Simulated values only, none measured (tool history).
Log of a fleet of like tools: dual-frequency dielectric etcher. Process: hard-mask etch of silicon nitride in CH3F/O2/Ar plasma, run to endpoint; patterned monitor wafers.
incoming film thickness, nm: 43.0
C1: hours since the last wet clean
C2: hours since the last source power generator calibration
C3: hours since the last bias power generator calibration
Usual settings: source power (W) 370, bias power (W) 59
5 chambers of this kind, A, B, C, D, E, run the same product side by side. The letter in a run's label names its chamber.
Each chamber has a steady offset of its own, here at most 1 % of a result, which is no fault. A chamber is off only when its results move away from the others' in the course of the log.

Run 1D, day 0.262: usual settings; C1 109.0; C2 2072.2; C3 834.2. Result: endpoint time (s) 68.632.
Run 2E, day 0.508: usual settings; C1 486.1; C2 1231.1; C3 419.6. Result: endpoint time (s) 68.502.
Run 3C, day 0.858: usual settings; C1 227.8; C2 197.1; C3 1225.4. Result: endpoint time (s) 68.527.
At day 0.950: chamber E: wet clean of the chamber.
At day 1.008: chamber A: wet clean of the chamber.
Run 4A, day 1.179: usual settings; C1 4.1; C2 725.3; C3 3023.2. Result: endpoint time (s) 68.943.
Run 5B, day 1.462: usual settings; C1 260.4; C2 952.8; C3 1179.4. Result: endpoint time (s) 69.216.
Run 6A, day 1.671: usual settings; C1 15.9; C2 737.1; C3 3035.0. Result: endpoint time (s) 69.270.
Run 7D, day 1.879: usual settings; C1 147.8; C2 2111.0; C3 873.0. Result: endpoint time (s) 68.651.
Run 8C, day 2.288: usual settings; C1 262.1; C2 231.4; C3 1259.7. Result: endpoint time (s) 68.931.
At day 2.412: chamber A: bias power generator calibrated.
Run 9B, day 2.554: usual settings; C1 286.6; C2 979.0; C3 1205.6. Result: endpoint time (s) 68.926.
Run 10E, day 2.738: usual settings but source power (W) 330, bias power (W) 44; C1 43.0; C2 1284.6; C3 473.1. Result: endpoint time (s) 78.838.
Run 11B, day 3.104: usual settings but source power (W) 330, bias power (W) 44; C1 299.8; C2 992.2; C3 1218.8. Result: endpoint time (s) 79.175.
Run 12D, day 3.375: usual settings but source power (W) 330, bias power (W) 44; C1 183.7; C2 2146.9; C3 908.9. Result: endpoint time (s) 77.853.
Run 13C, day 3.662: usual settings but source power (W) 330, bias power (W) 44; C1 295.1; C2 264.4; C3 1292.7. Result: endpoint time (s) 78.741.
Run 14A, day 4.038: usual settings but source power (W) 330, bias power (W) 44; C1 72.7; C2 793.9; C3 39.1. Result: endpoint time (s) 79.216.
Run 15E, day 4.367: usual settings; C1 82.1; C2 1323.7; C3 512.2. Result: endpoint time (s) 68.006.
Run 16E, day 4.600: usual settings; C1 87.7; C2 1329.3; C3 517.8. Result: endpoint time (s) 68.604.
Run 17D, day 4.871: usual settings; C1 219.6; C2 2182.8; C3 944.8. Result: endpoint time (s) 67.639.
Run 18B, day 5.246: usual settings; C1 351.2; C2 1043.6; C3 1270.2. Result: endpoint time (s) 68.826.
Run 19C, day 5.496: usual settings; C1 339.1; C2 308.4; C3 1336.7. Result: endpoint time (s) 68.702.
Run 20A, day 5.875: usual settings; C1 116.8; C2 838.0; C3 83.2. Result: endpoint time (s) 69.161.
Run 21D, day 6.267: usual settings; C1 253.1; C2 2216.3; C3 978.3. Result: endpoint time (s) 67.552.
Run 22C, day 6.679: usual settings; C1 367.5; C2 336.8; C3 1365.1. Result: endpoint time (s) 68.351.
Run 23E, day 6.904: usual settings; C1 143.0; C2 1384.6; C3 573.1. Result: endpoint time (s) 68.206.
Run 24A, day 7.325: usual settings; C1 151.6; C2 872.8; C3 118.0. Result: endpoint time (s) 68.918.
Run 25B, day 7.717: usual settings; C1 410.5; C2 1102.9; C3 1329.5. Result: endpoint time (s) 68.911.
Run 26D, day 8.050: usual settings; C1 295.9; C2 2259.1; C3 1021.1. Result: endpoint time (s) 66.998.
At day 8.333: chamber C: wet clean of the chamber.
Run 27C, day 8.429: usual settings; C1 2.4; C2 378.8; C3 1407.1. Result: endpoint time (s) 68.829.
Run 28B, day 8.646: usual settings; C1 432.8; C2 1125.2; C3 1351.8. Result: endpoint time (s) 68.981.
Run 29A, day 8.942: usual settings; C1 190.4; C2 911.6; C3 156.8. Result: endpoint time (s) 68.889.
Run 30E, day 9.271: usual settings; C1 199.8; C2 1441.4; C3 629.9. Result: endpoint time (s) 68.404.
Run 31A, day 9.550: usual settings; C1 205.0; C2 926.2; C3 171.4. Result: endpoint time (s) 68.988.
Run 32C, day 9.954: usual settings but source power (W) 320, bias power (W) 47; C1 39.0; C2 415.4; C3 1443.7. Result: endpoint time (s) 78.057.
Run 33D, day 10.362: usual settings but source power (W) 320, bias power (W) 47; C1 351.4; C2 2314.6; C3 1076.6. Result: endpoint time (s) 75.627.
Run 34E, day 10.575: usual settings but source power (W) 320, bias power (W) 47; C1 231.1; C2 1472.7; C3 661.2. Result: endpoint time (s) 78.044.
Run 35B, day 10.950: usual settings but source power (W) 320, bias power (W) 47; C1 488.1; C2 1180.5; C3 1407.1. Result: endpoint time (s) 78.142.
Run 36C, day 11.233: usual settings but source power (W) 320, bias power (W) 47; C1 69.7; C2 446.1; C3 1474.4. Result: endpoint time (s) 77.763.
Run 37D, day 11.500: usual settings; C1 378.7; C2 2341.9; C3 1103.9. Result: endpoint time (s) 66.335.
Run 38B, day 11.688: usual settings; C1 505.8; C2 1198.2; C3 1424.8. Result: endpoint time (s) 68.688.
Run 39E, day 11.942: usual settings; C1 263.9; C2 1505.5; C3 694.0. Result: endpoint time (s) 68.377.
Run 40A, day 12.296: usual settings; C1 270.9; C2 992.1; C3 237.3. Result: endpoint time (s) 68.560.
Run 41C, day 12.654: usual settings; C1 103.8; C2 480.2; C3 1508.5. Result: endpoint time (s) 68.628.

Is one chamber off against the others, does the gauge drift, or is nothing wrong? If a chamber is off, say which, and what the likeliest cause is.

Chamber D drifts away from the others.
Cause: etch rate over this chamber's usual, % = 3.41.

Here are 4 candidates for chamber D's next run, each the usual settings with a change, their results left as question marks. Which one brings its results back in line with what the others give on the usual settings?
In line means no further than this from the other chambers' mean on the usual settings: endpoint time (s) 0.760
Run 42D-1, day 12.954: usual settings but bias power (W) 66. Result: endpoint time (s) ?.
Run 42D-2, day 12.954: usual settings but source power (W) 460. Result: endpoint time (s) ?.
Run 42D-3, day 12.954: usual settings but source power (W) 350, bias power (W) 56. Result: endpoint time (s) ?.
Run 42D-4, day 12.954: usual settings but source power (W) 330, bias power (W) 53. Result: endpoint time (s) ?.

The other chambers' mean on the usual settings: endpoint time (s) 68.699
  run  endpoint time (s)
42D-1             63.712
42D-2             60.814
42D-3             68.712
42D-4             71.547
42D-3 brings the chamber back in line.
